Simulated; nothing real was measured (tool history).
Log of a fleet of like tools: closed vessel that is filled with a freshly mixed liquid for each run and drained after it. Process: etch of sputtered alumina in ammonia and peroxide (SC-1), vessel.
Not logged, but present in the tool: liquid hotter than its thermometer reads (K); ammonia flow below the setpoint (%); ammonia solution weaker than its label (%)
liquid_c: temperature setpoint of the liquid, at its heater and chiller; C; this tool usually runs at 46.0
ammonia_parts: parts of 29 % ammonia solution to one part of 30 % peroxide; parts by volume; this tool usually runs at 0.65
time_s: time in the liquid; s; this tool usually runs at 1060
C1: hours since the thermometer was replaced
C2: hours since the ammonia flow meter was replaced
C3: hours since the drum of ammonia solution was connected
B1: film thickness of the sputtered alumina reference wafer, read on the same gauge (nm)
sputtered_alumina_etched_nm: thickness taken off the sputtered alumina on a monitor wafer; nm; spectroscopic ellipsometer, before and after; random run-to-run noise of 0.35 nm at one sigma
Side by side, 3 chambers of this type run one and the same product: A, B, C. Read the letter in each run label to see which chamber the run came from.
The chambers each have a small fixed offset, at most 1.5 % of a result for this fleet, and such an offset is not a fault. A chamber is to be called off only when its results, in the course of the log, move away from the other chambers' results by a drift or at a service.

run 1A hour=11.3 | liquid_c=46.0 ammonia_parts=0.65 time_s=1060 | C1=1436.8 C2=80.1 C3=622.9 | B1=130.01 | sputtered_alumina_etched_nm=46.690
-- hour=15.0 chamber A: thermometer replaced
run 2C hour=17.6 | liquid_c=46.0 ammonia_parts=0.65 time_s=1060 | C1=268.9 C2=118.0 C3=544.7 | B1=130.00 | sputtered_alumina_etched_nm=46.542
run 3B hour=27.3 | liquid_c=46.0 ammonia_parts=0.65 time_s=1060 | C1=591.4 C2=556.8 C3=666.7 | B1=129.97 | sputtered_alumina_etched_nm=46.969
run 4A hour=38.7 | liquid_c=46.0 ammonia_parts=0.65 time_s=1060 | C1=23.8 C2=107.5 C3=650.3 | B1=129.98 | sputtered_alumina_etched_nm=46.493
-- hour=50.0 chamber B: new drum of ammonia solution connected
run 5C hour=52.3 | liquid_c=51.0 ammonia_parts=0.65 time_s=1340 | C1=303.6 C2=152.7 C3=579.4 | B1=130.01 | sputtered_alumina_etched_nm=77.163
run 6B hour=61.3 | liquid_c=51.0 ammonia_parts=0.65 time_s=1340 | C1=625.4 C2=590.8 C3=11.3 | B1=130.02 | sputtered_alumina_etched_nm=77.820
run 7B hour=74.0 | liquid_c=51.0 ammonia_parts=0.65 time_s=1340 | C1=638.1 C2=603.5 C3=24.0 | B1=129.99 | sputtered_alumina_etched_nm=77.958
run 8A hour=82.3 | liquid_c=46.0 ammonia_parts=0.65 time_s=1060 | C1=67.4 C2=151.1 C3=693.9 | B1=129.99 | sputtered_alumina_etched_nm=46.550
-- hour=92.5 chamber C: new drum of ammonia solution connected
run 9C hour=96.0 | liquid_c=46.0 ammonia_parts=0.65 time_s=1560 | C1=347.3 C2=196.4 C3=3.6 | B1=130.00 | sputtered_alumina_etched_nm=69.719
run 10B hour=105.1 | liquid_c=46.0 ammonia_parts=0.65 time_s=1560 | C1=669.2 C2=634.6 C3=55.1 | B1=130.04 | sputtered_alumina_etched_nm=70.090
run 11C hour=119.1 | liquid_c=46.0 ammonia_parts=0.65 time_s=1560 | C1=370.4 C2=219.5 C3=26.7 | B1=129.98 | sputtered_alumina_etched_nm=69.239
run 12A hour=132.7 | liquid_c=46.0 ammonia_parts=0.65 time_s=1060 | C1=117.8 C2=201.5 C3=744.3 | B1=130.00 | sputtered_alumina_etched_nm=47.204
run 13A hour=139.1 | liquid_c=46.0 ammonia_parts=0.65 time_s=1060 | C1=124.2 C2=207.9 C3=750.7 | B1=129.97 | sputtered_alumina_etched_nm=46.545
run 14C hour=149.5 | liquid_c=46.0 ammonia_parts=0.65 time_s=1060 | C1=400.8 C2=249.9 C3=57.1 | B1=130.00 | sputtered_alumina_etched_nm=46.634
run 15B hour=158.3 | liquid_c=46.0 ammonia_parts=0.65 time_s=1060 | C1=722.4 C2=687.8 C3=108.3 | B1=129.99 | sputtered_alumina_etched_nm=48.262
run 16A hour=170.9 | liquid_c=46.0 ammonia_parts=0.65 time_s=1060 | C1=156.0 C2=239.7 C3=782.5 | B1=130.01 | sputtered_alumina_etched_nm=47.299
run 17B hour=180.6 | liquid_c=46.0 ammonia_parts=0.65 time_s=1060 | C1=744.7 C2=710.1 C3=130.6 | B1=129.98 | sputtered_alumina_etched_nm=49.138
run 18C hour=193.4 | liquid_c=46.0 ammonia_parts=0.65 time_s=1060 | C1=444.7 C2=293.8 C3=101.0 | B1=130.02 | sputtered_alumina_etched_nm=46.569
run 19A hour=206.6 | liquid_c=46.0 ammonia_parts=0.65 time_s=1060 | C1=191.7 C2=275.4 C3=818.2 | B1=129.97 | sputtered_alumina_etched_nm=47.055
-- hour=216.8 chamber A: new drum of ammonia solution connected
run 20C hour=221.2 | liquid_c=46.0 ammonia_parts=0.65 time_s=1060 | C1=472.5 C2=321.6 C3=128.8 | B1=129.98 | sputtered_alumina_etched_nm=46.792
run 21B hour=231.7 | liquid_c=46.0 ammonia_parts=0.65 time_s=1060 | C1=795.8 C2=761.2 C3=181.7 | B1=130.03 | sputtered_alumina_etched_nm=50.767
run 22A hour=238.8 | liquid_c=46.0 ammonia_parts=0.65 time_s=1060 | C1=223.9 C2=307.6 C3=22.0 | B1=129.97 | sputtered_alumina_etched_nm=47.387
run 23B hour=245.9 | liquid_c=46.0 ammonia_parts=0.65 time_s=1060 | C1=810.0 C2=775.4 C3=195.9 | B1=130.00 | sputtered_alumina_etched_nm=50.949
run 24C hour=253.7 | liquid_c=46.0 ammonia_parts=0.65 time_s=1060 | C1=505.0 C2=354.1 C3=161.3 | B1=130.00 | sputtered_alumina_etched_nm=45.697
run 25B hour=261.6 | liquid_c=53.5 ammonia_parts=0.65 time_s=1060 | C1=825.7 C2=791.1 C3=211.6 | B1=130.01 | sputtered_alumina_etched_nm=76.657
run 26A hour=268.3 | liquid_c=53.5 ammonia_parts=0.65 time_s=1060 | C1=253.4 C2=337.1 C3=51.5 | B1=130.01 | sputtered_alumina_etched_nm=70.566
run 27C hour=279.8 | liquid_c=53.5 ammonia_parts=0.65 time_s=1060 | C1=531.1 C2=380.2 C3=187.4 | B1=130.00 | sputtered_alumina_etched_nm=69.958
run 28C hour=286.8 | liquid_c=46.0 ammonia_parts=0.65 time_s=1060 | C1=538.1 C2=387.2 C3=194.4 | B1=130.06 | sputtered_alumina_etched_nm=46.336

All 3 chambers run these settings next. Forecast each chamber's results:
run 29A hour=297.4 | liquid_c=46.0 ammonia_parts=0.65 time_s=1060 | sputtered_alumina_etched_nm=?
run 29B hour=297.4 | liquid_c=46.0 ammonia_parts=0.65 time_s=1060 | sputtered_alumina_etched_nm=?
run 29C hour=297.4 | liquid_c=46.0 ammonia_parts=0.65 time_s=1060 | sputtered_alumina_etched_nm=?

run=29A sputtered_alumina_etched_nm=46.579
run=29B sputtered_alumina_etched_nm=52.265
run=29C sputtered_alumina_etched_nm=46.943

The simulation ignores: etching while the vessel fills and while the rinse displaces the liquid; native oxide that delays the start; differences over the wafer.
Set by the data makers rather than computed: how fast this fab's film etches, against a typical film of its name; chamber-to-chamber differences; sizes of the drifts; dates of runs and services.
